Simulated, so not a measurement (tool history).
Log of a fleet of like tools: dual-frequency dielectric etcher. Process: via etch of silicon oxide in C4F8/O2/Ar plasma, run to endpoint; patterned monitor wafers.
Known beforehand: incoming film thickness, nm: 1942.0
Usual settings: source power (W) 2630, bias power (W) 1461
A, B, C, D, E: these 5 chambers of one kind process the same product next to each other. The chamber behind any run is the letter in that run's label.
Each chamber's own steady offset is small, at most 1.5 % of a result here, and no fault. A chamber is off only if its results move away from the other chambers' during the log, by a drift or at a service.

run   hour  source power (W)  bias power (W)  hours since the last wet clean  hours since the last source power generator calibration  hours since the last bias power generator calibration  endpoint time (s)
 1B   11.6              2630            1461                           659.6                                                   2038.4                                                 1139.2             379.66
 2C   25.4              2630            1461                           204.3                                                   1036.1                                                 1758.0             371.46
      29.7  -- chamber B: wet clean of the chamber
 3A   32.1              2630            1461                           391.3                                                   1407.5                                                 3473.4             371.74
      42.8  -- chamber A: wet clean of the chamber
 4E   46.5              2630            1461                           389.4                                                    659.2                                                  291.2             373.98
 5D   53.2              2630            1461                           431.8                                                    480.4                                                 2839.1             376.32
 6B   62.3              2630            1461                            32.7                                                   2089.1                                                 1189.9             373.82
 7E   76.1              2630            1461                           419.0                                                    688.8                                                  320.8             372.96
 8C   84.4              2630            1461                           263.3                                                   1095.1                                                 1817.0             369.26
 9D   93.0              2630            1461                           471.6                                                    520.2                                                 2878.9             374.83
10A  102.0              2630            1461                            59.3                                                   1477.4                                                 3543.3             371.07
11B  108.9              2630            1461                            79.3                                                   2135.7                                                 1236.5             378.90
12D  119.4              2630            1461                           498.0                                                    546.6                                                 2905.3             370.97
13E  132.7              2630            1461                           475.6                                                    745.4                                                  377.4             371.11
     139.4  -- chamber E: wet clean of the chamber
14A  139.6              2010            1461                            96.9                                                   1515.0                                                 3580.9             416.21
15C  153.6              2010            1461                           332.5                                                   1164.3                                                 1886.2             412.12
16D  164.1              2010            1461                           542.7                                                    591.3                                                 2950.0             412.32
17C  174.1              2010            1461                           353.0                                                   1184.8                                                 1906.7             414.60
18E  186.4              2010            1461                            47.1                                                    799.1                                                  431.1             416.54
19A  195.7              2630            1461                           153.0                                                   1571.1                                                 3637.0             371.12
20B  205.9              2630            1461                           176.3                                                   2232.7                                                 1333.5             372.67
     214.0  -- chamber C: wet clean of the chamber
21C  215.5              2630            1461                             1.6                                                   1226.2                                                 1948.1             369.92
22D  229.4              2630            1461                           608.0                                                    656.6                                                 3015.3             365.94
23E  242.2              2630            1461                           102.9                                                    854.9                                                  486.9             371.87
24B  256.3              2630            1461                           226.7                                                   2283.1                                                 1383.9             376.38
25A  264.5              2630            1461                           221.8                                                   1639.9                                                 3705.8             372.62
26B  271.4              2630            1461                           241.8                                                   2298.2                                                 1399.0             376.39
27C  284.4              2190            1334                            70.5                                                   1295.1                                                 2017.0             406.85
28E  294.8              2190            1334                           155.5                                                    907.5                                                  539.5             410.27
29A  307.9              2190            1334                           265.2                                                   1683.3                                                 3749.2             412.95
30D  318.8              2190            1334                           697.4                                                    746.0                                                 3104.7             395.90
31E  326.4              2190            1334                           187.1                                                    939.1                                                  571.1             409.95
32D  333.9              2630            1461                           712.5                                                    761.1                                                 3119.8             358.64
33B  344.3              2630            1461                           314.7                                                   2371.1                                                 1471.9             377.54

For the next run the whole fleet of 5 chambers uses the same settings. Give each chamber's results:
34A  354.8              2630            1148                                                                                                                                                                  ?
34B  354.8              2630            1148                                                                                                                                                                  ?
34C  354.8              2630            1148                                                                                                                                                                  ?
34D  354.8              2630            1148                                                                                                                                                                  ?
34E  354.8              2630            1148                                                                                                                                                                  ?

run  endpoint time (s)
34A             398.05
34B             400.83
34C             396.06
34D             381.82
34E             397.92
